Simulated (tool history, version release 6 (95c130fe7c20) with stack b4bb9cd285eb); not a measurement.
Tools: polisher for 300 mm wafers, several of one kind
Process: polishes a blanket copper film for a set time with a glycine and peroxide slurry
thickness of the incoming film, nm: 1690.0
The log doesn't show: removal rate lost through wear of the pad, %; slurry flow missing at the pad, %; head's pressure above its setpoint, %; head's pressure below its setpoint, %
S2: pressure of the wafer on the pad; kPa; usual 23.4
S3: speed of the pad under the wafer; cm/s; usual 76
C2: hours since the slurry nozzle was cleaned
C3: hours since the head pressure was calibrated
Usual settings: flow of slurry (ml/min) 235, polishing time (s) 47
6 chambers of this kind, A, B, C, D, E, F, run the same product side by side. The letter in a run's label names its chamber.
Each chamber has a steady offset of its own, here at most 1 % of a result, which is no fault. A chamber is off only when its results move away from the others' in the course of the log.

At hour 3.3: chamber F: worn pad replaced by a new one.
At hour 4.4: chamber D: worn pad replaced by a new one.
At hour 7.5: chamber A: worn pad replaced by a new one.
Run 1E, hour 11.7: usual settings; wafers polished on this pad 829; C2 347.7; C3 209.9. Result: film removed (angstrom) 2779.9.
At hour 12.7: chamber E: worn pad replaced by a new one.
At hour 14.2: chamber C: worn pad replaced by a new one.
Run 2B, hour 16.8: usual settings; wafers polished on this pad 301; C2 161.9; C3 518.8. Result: film removed (angstrom) 2682.7.
Run 3D, hour 26.4: usual settings; wafers polished on this pad 223; C2 486.6; C3 453.8. Result: film removed (angstrom) 2788.4.
Run 4A, hour 35.2: usual settings; wafers polished on this pad 282; C2 70.1; C3 362.0. Result: film removed (angstrom) 2819.0.
Run 5F, hour 46.8: usual settings but S2 20.7 kPa, polishing time (s) 35; wafers polished on this pad 442; C2 80.6; C3 345.8. Result: film removed (angstrom) 1868.5.
Run 6C, hour 52.7: usual settings but S2 20.7 kPa, polishing time (s) 35; wafers polished on this pad 391; C2 528.0; C3 831.4. Result: film removed (angstrom) 1877.3.
Run 7B, hour 60.1: usual settings but S2 20.7 kPa, polishing time (s) 35; wafers polished on this pad 741; C2 205.2; C3 562.1. Result: film removed (angstrom) 1883.8.
At hour 64.9: chamber F: worn pad replaced by a new one.
Run 8E, hour 68.7: usual settings but S2 20.7 kPa, polishing time (s) 35; wafers polished on this pad 569; C2 404.7; C3 266.9. Result: film removed (angstrom) 1913.1.
Run 9C, hour 76.6: usual settings but S2 20.7 kPa, polishing time (s) 35; wafers polished on this pad 634; C2 551.9; C3 855.3. Result: film removed (angstrom) 1841.9.
At hour 81.3: chamber B: worn pad replaced by a new one.
Run 10D, hour 83.7: usual settings but S2 20.7 kPa, polishing time (s) 35; wafers polished on this pad 806; C2 543.9; C3 511.1. Result: film removed (angstrom) 1873.7.
Run 11F, hour 91.4: usual settings; wafers polished on this pad 270; C2 125.2; C3 390.4. Result: film removed (angstrom) 2752.3.
At hour 91.7: chamber E: worn pad replaced by a new one.
At hour 92.4: chamber D: worn pad replaced by a new one.
Run 12A, hour 101.7: usual settings; wafers polished on this pad 958; C2 136.6; C3 428.5. Result: film removed (angstrom) 2749.6.
Run 13E, hour 111.7: usual settings; wafers polished on this pad 204; C2 447.7; C3 309.9. Result: film removed (angstrom) 2845.0.
At hour 111.9: chamber C: worn pad replaced by a new one.
At hour 112.1: chamber D: head pressure recalibrated.
Run 14D, hour 118.2: usual settings; wafers polished on this pad 262; C2 578.4; C3 6.1. Result: film removed (angstrom) 2820.4.
Run 15A, hour 129.0: usual settings; wafers polished on this pad 1235; C2 163.9; C3 455.8. Result: film removed (angstrom) 2736.8.
At hour 131.6: chamber A: worn pad replaced by a new one.
Run 16B, hour 137.3: usual settings; wafers polished on this pad 569; C2 282.4; C3 639.3. Result: film removed (angstrom) 2717.7.
At hour 138.5: chamber F: worn pad replaced by a new one.
Run 17C, hour 142.8: usual settings; wafers polished on this pad 314; C2 618.1; C3 921.5. Result: film removed (angstrom) 2798.5.
Run 18F, hour 149.9: usual settings; wafers polished on this pad 116; C2 183.7; C3 448.9. Result: film removed (angstrom) 2731.9.
Run 19F, hour 155.4: usual settings; wafers polished on this pad 172; C2 189.2; C3 454.4. Result: film removed (angstrom) 2693.3.
Run 20C, hour 164.3: usual settings; wafers polished on this pad 533; C2 639.6; C3 943.0. Result: film removed (angstrom) 2803.5.
At hour 168.5: chamber D: slurry nozzle cleaned.
At hour 171.0: chamber E: worn pad replaced by a new one.
Run 21B, hour 173.9: usual settings; wafers polished on this pad 941; C2 319.0; C3 675.9. Result: film removed (angstrom) 2686.7.
At hour 182.8: chamber B: worn pad replaced by a new one.
Run 22D, hour 182.9: usual settings but S3 98 cm/s, polishing time (s) 55; wafers polished on this pad 919; C2 14.5; C3 70.8. Result: film removed (angstrom) 4013.2.
At hour 190.1: chamber D: worn pad replaced by a new one.
Run 23E, hour 190.5: usual settings but S3 98 cm/s, polishing time (s) 55; wafers polished on this pad 198; C2 526.5; C3 388.7. Result: film removed (angstrom) 4288.6.
At hour 191.7: chamber A: slurry nozzle cleaned.
Run 24A, hour 201.2: usual settings but S3 98 cm/s, polishing time (s) 55; wafers polished on this pad 708; C2 9.6; C3 528.0. Result: film removed (angstrom) 3931.2.
Run 25A, hour 206.3: usual settings but S3 98 cm/s, polishing time (s) 55; wafers polished on this pad 759; C2 14.7; C3 533.1. Result: film removed (angstrom) 4027.4.
At hour 209.9: chamber F: head pressure recalibrated.
At hour 211.5: chamber C: head pressure recalibrated.
Run 26E, hour 213.8: usual settings but S3 98 cm/s, polishing time (s) 55; wafers polished on this pad 435; C2 549.8; C3 412.0. Result: film removed (angstrom) 4274.3.
At hour 215.4: chamber F: worn pad replaced by a new one.
At hour 216.3: chamber C: worn pad replaced by a new one.
Run 27D, hour 220.8: usual settings but S3 98 cm/s, polishing time (s) 55; wafers polished on this pad 312; C2 52.4; C3 108.7. Result: film removed (angstrom) 3939.1.
Run 28B, hour 232.0: usual settings; wafers polished on this pad 500; C2 377.1; C3 734.0. Result: film removed (angstrom) 2706.0.
At hour 235.6: chamber E: slurry nozzle cleaned.
Run 29F, hour 239.8: usual settings; wafers polished on this pad 248; C2 273.6; C3 30.0. Result: film removed (angstrom) 2722.6.
At hour 246.9: chamber E: worn pad replaced by a new one.
Run 30C, hour 250.3: usual settings but flow of slurry (ml/min) 190, polishing time (s) 33; wafers polished on this pad 345; C2 725.6; C3 38.8. Result: film removed (angstrom) 1851.9.
Run 31A, hour 259.3: usual settings but flow of slurry (ml/min) 190, polishing time (s) 33; wafers polished on this pad 1298; C2 67.7; C3 586.1. Result: film removed (angstrom) 1857.1.
Run 32F, hour 264.9: usual settings but flow of slurry (ml/min) 190, polishing time (s) 33; wafers polished on this pad 503; C2 298.7; C3 55.1. Result: film removed (angstrom) 1863.7.
At hour 266.9: chamber A: worn pad replaced by a new one.
Run 33D, hour 271.2: usual settings but flow of slurry (ml/min) 190, polishing time (s) 33; wafers polished on this pad 825; C2 102.8; C3 159.1. Result: film removed (angstrom) 1902.8.
Run 34B, hour 280.6: usual settings but flow of slurry (ml/min) 190, polishing time (s) 33; wafers polished on this pad 994; C2 425.7; C3 782.6. Result: film removed (angstrom) 1809.5.
Run 35E, hour 288.4: usual settings but flow of slurry (ml/min) 190, polishing time (s) 33; wafers polished on this pad 422; C2 52.9; C3 486.6. Result: film removed (angstrom) 2022.7.
Run 36C, hour 296.6: usual settings; wafers polished on this pad 816; C2 771.9; C3 85.1. Result: film removed (angstrom) 2755.8.
Run 37A, hour 302.6: usual settings; wafers polished on this pad 363; C2 111.0; C3 629.4. Result: film removed (angstrom) 2784.6.
Run 38C, hour 307.9: usual settings; wafers polished on this pad 930; C2 783.2; C3 96.4. Result: film removed (angstrom) 2768.7.

Is one chamber off against the others, does the gauge drift, or is nothing wrong? If a chamber is off, say which, and what the likeliest cause is.

Chamber E drifts away from the others.
Cause: head's pressure above its setpoint, % = 12.2.

Here are 4 candidates for chamber E's next run, each the usual settings with a change, their results left as question marks. Which one brings its results back in line with what the others give on the usual settings?
In line means no further than this from the other chambers' mean on the usual settings: film removed (angstrom) 110.0
Run 39E-1, hour 316.3: usual settings but flow of slurry (ml/min) 230, polishing time (s) 40. Result: film removed (angstrom) ?.
Run 39E-2, hour 316.3: usual settings but S2 22.8 kPa, S3 74 cm/s, polishing time (s) 45. Result: film removed (angstrom) ?.
Run 39E-3, hour 316.3: usual settings but S2 26.2 kPa, S3 84 cm/s. Result: film removed (angstrom) ?.
Run 39E-4, hour 316.3: usual settings but flow of slurry (ml/min) 240, S2 26.2 kPa. Result: film removed (angstrom) ?.

The other chambers' mean on the usual settings: film removed (angstrom) 2750.5
  run  film removed (angstrom)
39E-1                   2563.8
39E-2                   2758.7
39E-3                   3613.6
39E-4                   3322.4
39E-2 brings the chamber back in line.
